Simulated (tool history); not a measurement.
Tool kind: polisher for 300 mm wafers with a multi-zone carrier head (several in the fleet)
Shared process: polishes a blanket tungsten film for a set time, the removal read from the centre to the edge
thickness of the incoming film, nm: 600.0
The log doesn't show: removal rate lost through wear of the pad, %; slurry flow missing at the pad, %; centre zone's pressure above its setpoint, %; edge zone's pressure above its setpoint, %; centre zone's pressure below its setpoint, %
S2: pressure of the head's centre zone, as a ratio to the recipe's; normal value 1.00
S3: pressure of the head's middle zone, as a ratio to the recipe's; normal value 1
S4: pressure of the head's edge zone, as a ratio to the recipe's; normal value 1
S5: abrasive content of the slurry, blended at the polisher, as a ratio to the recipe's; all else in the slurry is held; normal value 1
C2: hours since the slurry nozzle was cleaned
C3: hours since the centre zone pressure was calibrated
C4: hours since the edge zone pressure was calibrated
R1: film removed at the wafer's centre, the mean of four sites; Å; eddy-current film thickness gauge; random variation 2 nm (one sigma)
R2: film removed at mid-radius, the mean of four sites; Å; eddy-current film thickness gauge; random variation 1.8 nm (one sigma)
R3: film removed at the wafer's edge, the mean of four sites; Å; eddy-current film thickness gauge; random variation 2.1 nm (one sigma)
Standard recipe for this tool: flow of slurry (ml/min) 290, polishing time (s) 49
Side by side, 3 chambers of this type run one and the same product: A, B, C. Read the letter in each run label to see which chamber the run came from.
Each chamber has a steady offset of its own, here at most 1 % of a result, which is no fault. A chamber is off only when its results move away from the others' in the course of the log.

At hour 2.9: chamber B: worn pad replaced by a new one.
At hour 4.2: chamber A: worn pad replaced by a new one.
Run 1B, hour 7.3: usual settings; wafers polished on this pad 66; C2 143.0; C3 127.3; C4 932.3. Result: R1 2203.1 Å, R2 2170.6 Å, R3 2181.1 Å.
At hour 7.5: chamber C: worn pad replaced by a new one.
Run 2A, hour 19.1: usual settings; wafers polished on this pad 222; C2 194.4; C3 713.1; C4 438.1. Result: R1 2157.3 Å, R2 2138.0 Å, R3 2147.1 Å.
At hour 19.9: chamber B: edge zone pressure recalibrated.
Run 3C, hour 30.8: usual settings; wafers polished on this pad 348; C2 420.9; C3 338.1; C4 1059.1. Result: R1 2164.6 Å, R2 2131.8 Å, R3 2166.9 Å.
Run 4C, hour 45.7: usual settings; wafers polished on this pad 570; C2 435.8; C3 353.0; C4 1074.0. Result: R1 2140.6 Å, R2 2127.3 Å, R3 2145.7 Å.
Run 5A, hour 54.1: usual settings; wafers polished on this pad 744; C2 229.4; C3 748.1; C4 473.1. Result: R1 2138.1 Å, R2 2135.6 Å, R3 2153.4 Å.
At hour 57.6: chamber C: edge zone pressure recalibrated.
At hour 62.0: chamber B: worn pad replaced by a new one.
Run 6B, hour 67.5: usual settings; wafers polished on this pad 82; C2 203.2; C3 187.5; C4 47.6. Result: R1 2174.2 Å, R2 2137.7 Å, R3 2174.5 Å.
At hour 69.8: chamber C: worn pad replaced by a new one.
At hour 74.0: chamber A: worn pad replaced by a new one.
Run 7A, hour 79.2: usual settings; wafers polished on this pad 78; C2 254.5; C3 773.2; C4 498.2. Result: R1 2121.1 Å, R2 2127.4 Å, R3 2201.8 Å.
Run 8C, hour 88.4: usual settings; wafers polished on this pad 278; C2 478.5; C3 395.7; C4 30.8. Result: R1 2155.0 Å, R2 2146.5 Å, R3 2183.3 Å.
Run 9B, hour 101.2: usual settings; wafers polished on this pad 585; C2 236.9; C3 221.2; C4 81.3. Result: R1 2197.4 Å, R2 2176.9 Å, R3 2170.9 Å.
Run 10B, hour 115.5: usual settings; wafers polished on this pad 798; C2 251.2; C3 235.5; C4 95.6. Result: R1 2169.2 Å, R2 2144.4 Å, R3 2177.5 Å.
At hour 123.5: chamber B: worn pad replaced by a new one.
At hour 124.4: chamber C: worn pad replaced by a new one.
Run 11A, hour 129.4: usual settings; wafers polished on this pad 827; C2 304.7; C3 823.4; C4 548.4. Result: R1 2126.0 Å, R2 2134.8 Å, R3 2205.4 Å.
Run 12C, hour 138.5: usual settings; wafers polished on this pad 211; C2 528.6; C3 445.8; C4 80.9. Result: R1 2178.1 Å, R2 2140.5 Å, R3 2130.2 Å.
Run 13B, hour 148.4: usual settings; wafers polished on this pad 372; C2 284.1; C3 268.4; C4 128.5. Result: R1 2185.4 Å, R2 2169.3 Å, R3 2167.0 Å.
Run 14C, hour 156.9: usual settings but flow of slurry (ml/min) 210; wafers polished on this pad 485; C2 547.0; C3 464.2; C4 99.3. Result: R1 2068.4 Å, R2 2064.7 Å, R3 2072.7 Å.
At hour 159.1: chamber A: worn pad replaced by a new one.
Run 15A, hour 171.0: usual settings but flow of slurry (ml/min) 210; wafers polished on this pad 177; C2 346.3; C3 865.0; C4 590.0. Result: R1 2057.9 Å, R2 2060.0 Å, R3 2115.3 Å.
At hour 176.0: chamber A: edge zone pressure recalibrated.
Run 16A, hour 185.7: usual settings but flow of slurry (ml/min) 210; wafers polished on this pad 397; C2 361.0; C3 879.7; C4 9.8. Result: R1 2067.2 Å, R2 2093.6 Å, R3 2120.9 Å.
At hour 188.9: chamber C: worn pad replaced by a new one.
At hour 194.8: chamber B: worn pad replaced by a new one.
Run 17B, hour 199.0: usual settings; wafers polished on this pad 63; C2 334.7; C3 319.0; C4 179.1. Result: R1 2139.7 Å, R2 2171.5 Å, R3 2167.6 Å.
Run 18C, hour 205.7: usual settings; wafers polished on this pad 251; C2 595.8; C3 513.0; C4 148.1. Result: R1 2156.3 Å, R2 2140.6 Å, R3 2130.1 Å.
Run 19C, hour 216.2: usual settings; wafers polished on this pad 407; C2 606.3; C3 523.5; C4 158.6. Result: R1 2191.5 Å, R2 2144.6 Å, R3 2124.2 Å.
At hour 226.2: chamber A: centre zone pressure recalibrated.
Run 20A, hour 227.5: usual settings but polishing time (s) 65; wafers polished on this pad 1020; C2 402.8; C3 1.4; C4 51.6. Result: R1 2816.4 Å, R2 2831.2 Å, R3 2853.3 Å.
At hour 228.6: chamber C: slurry nozzle cleaned.
Run 21B, hour 236.9: usual settings but polishing time (s) 65; wafers polished on this pad 629; C2 372.6; C3 356.9; C4 217.0. Result: R1 2888.3 Å, R2 2841.9 Å, R3 2876.3 Å.
At hour 243.9: chamber C: worn pad replaced by a new one.
At hour 247.5: chamber A: worn pad replaced by a new one.
Run 22C, hour 248.0: usual settings but polishing time (s) 65; wafers polished on this pad 61; C2 19.5; C3 555.3; C4 190.4. Result: R1 2838.4 Å, R2 2844.4 Å, R3 2857.3 Å.
Run 23B, hour 260.5: usual settings; wafers polished on this pad 981; C2 396.2; C3 380.5; C4 240.6. Result: R1 2174.2 Å, R2 2149.0 Å, R3 2186.9 Å.
At hour 264.0: chamber B: worn pad replaced by a new one.
Run 24A, hour 272.2: usual settings; wafers polished on this pad 369; C2 447.5; C3 46.1; C4 96.3. Result: R1 2120.1 Å, R2 2157.4 Å, R3 2155.0 Å.
Run 25B, hour 279.4: usual settings but S2 0.95; wafers polished on this pad 229; C2 415.1; C3 399.4; C4 259.5. Result: R1 2020.3 Å, R2 2161.6 Å, R3 2182.5 Å.
Run 26C, hour 294.1: usual settings but S2 0.95; wafers polished on this pad 749; C2 65.6; C3 601.4; C4 236.5. Result: R1 2029.4 Å, R2 2160.5 Å, R3 2181.9 Å.
Run 27A, hour 302.1: usual settings but S2 0.95; wafers polished on this pad 815; C2 477.4; C3 76.0; C4 126.2. Result: R1 2020.8 Å, R2 2157.1 Å, R3 2146.9 Å.
Run 28A, hour 313.9: usual settings; wafers polished on this pad 991; C2 489.2; C3 87.8; C4 138.0. Result: R1 2142.0 Å, R2 2127.2 Å, R3 2176.9 Å.

Next, all 3 chambers run the settings below, one line each with question marks for the results. What does each chamber give?
Run 29A, hour 324.7: usual settings. Result: R1 ?, R2 ?, R3 ?.
Run 29B, hour 324.7: usual settings. Result: R1 ?, R2 ?, R3 ?.
Run 29C, hour 324.7: usual settings. Result: R1 ?, R2 ?, R3 ?.

run      R1      R2      R3
29A  2133.3  2142.5  2111.7
29B  2139.8  2162.5  2178.5
29C  2168.8  2142.0  2196.8

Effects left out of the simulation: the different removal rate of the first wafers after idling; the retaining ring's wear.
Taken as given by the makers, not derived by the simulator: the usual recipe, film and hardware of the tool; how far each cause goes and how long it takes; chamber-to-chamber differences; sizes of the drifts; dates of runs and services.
